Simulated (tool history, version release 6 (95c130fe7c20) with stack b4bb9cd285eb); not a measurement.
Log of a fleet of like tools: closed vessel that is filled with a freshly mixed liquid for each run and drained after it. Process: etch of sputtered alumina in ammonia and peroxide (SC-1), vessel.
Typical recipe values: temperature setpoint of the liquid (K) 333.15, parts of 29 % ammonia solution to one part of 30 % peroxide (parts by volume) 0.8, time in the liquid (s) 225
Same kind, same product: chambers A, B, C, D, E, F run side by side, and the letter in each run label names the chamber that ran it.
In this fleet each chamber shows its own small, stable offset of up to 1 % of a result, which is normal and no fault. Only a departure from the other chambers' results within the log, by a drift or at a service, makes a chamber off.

| run | day | temperature setpoint of the liquid (K) | parts of 29 % ammonia solution to one part of 30 % peroxide (parts by volume) | time in the liquid (s) | hours since the thermometer was replaced | hours since the ammonia flow meter was replaced | hours since the drum of ammonia solution was connected | read-back film thickness of the sputtered alumina reference wafer, read on the same gauge (nm) | thickness taken off the sputtered alumina on a monitor wafer (Å) |
|---|---|---|---|---|---|---|---|---|---|
| 1B | 0.283 | 333.15 | 0.8 | 225 | 942.4 | 630.8 | 30.0 | 99.973 | 132.170 |
| 2E | 0.704 | 333.15 | 0.8 | 225 | 2487.0 | 349.1 | 523.5 | 99.973 | 130.760 |
|  | 0.775 | chamber A: new drum of ammonia solution connected |
| 3A | 1.012 | 333.15 | 0.8 | 225 | 1639.2 | 839.0 | 5.8 | 100.020 | 132.800 |
| 4C | 1.212 | 333.15 | 0.8 | 225 | 1595.3 | 59.5 | 750.8 | 99.987 | 131.880 |
| 5F | 1.533 | 333.15 | 0.8 | 225 | 852.0 | 476.0 | 447.3 | 99.996 | 131.220 |
|  | 1.612 | chamber C: new drum of ammonia solution connected |
| 6D | 1.917 | 333.15 | 0.8 | 225 | 319.8 | 186.8 | 179.9 | 99.971 | 132.040 |
| 7F | 2.162 | 333.15 | 0.8 | 225 | 867.1 | 491.1 | 462.4 | 99.985 | 131.010 |
| 8E | 2.454 | 333.15 | 0.8 | 225 | 2529.0 | 391.1 | 565.5 | 99.995 | 133.080 |
|  | 2.625 | chamber F: new drum of ammonia solution connected |
| 9C | 2.871 | 333.15 | 0.8 | 225 | 1635.1 | 99.3 | 30.2 | 100.030 | 132.850 |
| 10A | 3.229 | 333.15 | 0.8 | 225 | 1692.4 | 892.2 | 59.0 | 100.020 | 131.770 |
| 11D | 3.512 | 333.15 | 0.8 | 340 | 358.1 | 225.1 | 218.2 | 100.000 | 200.350 |
| 12B | 3.800 | 333.15 | 0.8 | 340 | 1026.8 | 715.2 | 114.4 | 100.040 | 199.420 |
|  | 4.083 | chamber E: thermometer replaced |
| 13C | 4.125 | 333.15 | 0.8 | 340 | 1665.2 | 129.4 | 60.3 | 100.010 | 199.480 |
| 14F | 4.542 | 333.15 | 0.8 | 340 | 924.2 | 548.2 | 46.1 | 100.030 | 201.000 |
| 15E | 4.992 | 333.15 | 0.8 | 340 | 21.9 | 452.0 | 626.4 | 99.982 | 197.590 |
| 16A | 5.429 | 333.15 | 0.8 | 340 | 1745.2 | 945.0 | 111.8 | 100.010 | 198.650 |
| 17D | 5.854 | 333.15 | 0.8 | 225 | 414.3 | 281.3 | 274.4 | 100.020 | 131.710 |
|  | 6.050 | chamber E: new drum of ammonia solution connected |
| 18B | 6.117 | 333.15 | 0.8 | 225 | 1082.4 | 770.8 | 170.0 | 99.954 | 132.390 |
| 19A | 6.317 | 333.15 | 0.8 | 225 | 1766.5 | 966.3 | 133.1 | 99.994 | 131.240 |
| 20D | 6.754 | 333.15 | 0.8 | 225 | 435.9 | 302.9 | 296.0 | 99.992 | 129.570 |
| 21F | 7.200 | 329.15 | 0.8 | 315 | 988.0 | 612.0 | 109.9 | 100.020 | 148.430 |
| 22C | 7.508 | 329.15 | 0.8 | 315 | 1746.4 | 210.6 | 141.5 | 100.020 | 150.260 |
| 23E | 7.950 | 329.15 | 0.8 | 315 | 92.9 | 523.0 | 45.7 | 100.050 | 149.080 |
| 24B | 8.204 | 329.15 | 0.8 | 315 | 1132.5 | 820.9 | 220.1 | 99.991 | 147.820 |
| 25B | 8.571 | 329.15 | 0.8 | 315 | 1141.3 | 829.7 | 228.9 | 99.985 | 151.100 |
| 26C | 8.862 | 329.15 | 0.8 | 315 | 1778.9 | 243.1 | 174.0 | 99.951 | 148.640 |
| 27D | 9.129 | 328.15 | 0.8 | 295 | 492.9 | 359.9 | 353.0 | 100.030 | 127.960 |
| 28F | 9.425 | 328.15 | 0.8 | 295 | 1041.4 | 665.4 | 163.3 | 100.070 | 130.480 |
| 29E | 9.825 | 328.15 | 0.8 | 295 | 137.9 | 568.0 | 90.7 | 100.030 | 133.970 |
| 30A | 10.225 | 328.15 | 0.8 | 295 | 1860.3 | 1060.1 | 226.9 | 99.974 | 134.460 |
| 31A | 10.629 | 328.15 | 0.8 | 295 | 1870.0 | 1069.8 | 236.6 | 99.970 | 133.940 |
| 32D | 10.883 | 328.15 | 0.8 | 295 | 535.0 | 402.0 | 395.1 | 99.992 | 126.410 |
| 33E | 11.242 | 333.15 | 0.8 | 225 | 171.9 | 602.0 | 124.7 | 100.040 | 131.460 |
| 34F | 11.479 | 333.15 | 0.8 | 225 | 1090.7 | 714.7 | 212.6 | 100.030 | 130.910 |
| 35B | 11.871 | 333.15 | 0.5 | 140 | 1220.5 | 908.9 | 308.1 | 100.020 | 78.309 |
| 36C | 12.254 | 333.15 | 0.5 | 140 | 1860.3 | 324.5 | 255.4 | 100.030 | 78.807 |
| 37A | 12.654 | 333.15 | 0.5 | 140 | 1918.6 | 1118.4 | 285.2 | 99.997 | 77.809 |

Each of the 6 chambers runs these same settings next. Fill in every chamber's results:
| 38A | 12.983 | 333.15 | 0.8 | 225 |  |  |  |  | ? |
| 38B | 12.983 | 333.15 | 0.8 | 225 |  |  |  |  | ? |
| 38C | 12.983 | 333.15 | 0.8 | 225 |  |  |  |  | ? |
| 38D | 12.983 | 333.15 | 0.8 | 225 |  |  |  |  | ? |
| 38E | 12.983 | 333.15 | 0.8 | 225 |  |  |  |  | ? |
| 38F | 12.983 | 333.15 | 0.8 | 225 |  |  |  |  | ? |

| run | thickness taken off the sputtered alumina on a monitor wafer (Å) |
|---|---|
| 38A | 132.640 |
| 38B | 134.350 |
| 38C | 132.060 |
| 38D | 122.560 |
| 38E | 131.860 |
| 38F | 132.100 |
